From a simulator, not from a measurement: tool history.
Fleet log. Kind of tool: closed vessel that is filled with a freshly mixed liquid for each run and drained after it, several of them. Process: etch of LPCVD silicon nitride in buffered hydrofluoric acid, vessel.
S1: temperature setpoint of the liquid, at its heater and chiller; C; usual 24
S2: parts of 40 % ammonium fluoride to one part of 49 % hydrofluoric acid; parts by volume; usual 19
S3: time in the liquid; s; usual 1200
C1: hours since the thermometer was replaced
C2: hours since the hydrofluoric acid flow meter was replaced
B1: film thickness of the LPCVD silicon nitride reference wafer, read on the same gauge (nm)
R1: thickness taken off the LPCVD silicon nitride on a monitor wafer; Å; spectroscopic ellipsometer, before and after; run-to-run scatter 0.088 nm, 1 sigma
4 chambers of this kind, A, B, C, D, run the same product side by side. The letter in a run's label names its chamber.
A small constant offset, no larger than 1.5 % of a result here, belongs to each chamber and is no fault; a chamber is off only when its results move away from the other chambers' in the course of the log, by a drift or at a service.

run,hour,S1,S2,S3,C1,C2,B1,R1
1A,6.1,24,19,1200,173.5,1188.8,130.05,95.388
2D,14.5,24,19,1200,1348.7,257.9,130.05,98.269
3C,24.4,24,19,1200,1154.3,1068.5,129.99,96.698
4B,33.8,24,19,1200,225.4,1551.4,129.97,97.882
5C,44.3,24,19,1200,1174.2,1088.4,130.03,97.087
6B,54.5,24,19,1200,246.1,1572.1,130.01,95.913
7A,64.2,24,19,1200,231.6,1246.9,130,96.203
8D,69,24,19,1200,1403.2,312.4,130.01,97.995
9B,79.4,24,19,1200,271,1597,130.01,96.922
10A,87.6,24,19,1200,255,1270.3,130,96.588
11D,93.8,24,19,1200,1428,337.2,130.01,98.746
12C,98.5,24,19,1200,1228.4,1142.6,129.99,98.079
13D,105,24,19,1200,1439.2,348.4,129.99,100.17
14B,112.3,24,19,1200,303.9,1629.9,130.04,96.467
15A,118.8,25.5,19,1200,286.2,1301.5,130.02,103.15
16C,128.4,25.5,19,1200,1258.3,1172.5,129.99,105.16
17D,133.5,25.5,19,1200,1467.7,376.9,129.98,109.07
18B,140.2,25.5,19,1200,331.8,1657.8,130.01,106.7
# hour 147.8: chamber A: hydrofluoric acid flow meter replaced
19C,150.5,19.5,12,1200,1280.4,1194.6,130.01,119.21
20A,156.9,19.5,12,1200,324.3,9.2,129.99,117.92
21D,162.4,19.5,12,1200,1496.6,405.8,130,125.45
22C,171.1,19.5,12,1200,1301,1215.2,129.97,118.55
23A,178.4,24,25,1200,345.8,30.7,129.99,77.463
24B,186.5,24,25,1200,378.1,1704.1,130.01,79.105
25D,193.1,24,25,1200,1527.3,436.5,130.03,82.997
26C,199.9,24,25,1200,1329.8,1244,130.01,79.926
27B,207.1,24,19,1200,398.7,1724.7,130,98.392
28A,215.7,24,19,1200,383.1,68,130.01,97.083

All 4 chambers run these settings next. Forecast each chamber's results:
29A,223.3,24,19,1200,,,,?
29B,223.3,24,19,1200,,,,?
29C,223.3,24,19,1200,,,,?
29D,223.3,24,19,1200,,,,?

run,R1
29A,96.032
29B,95.563
29C,96.581
29D,104.69
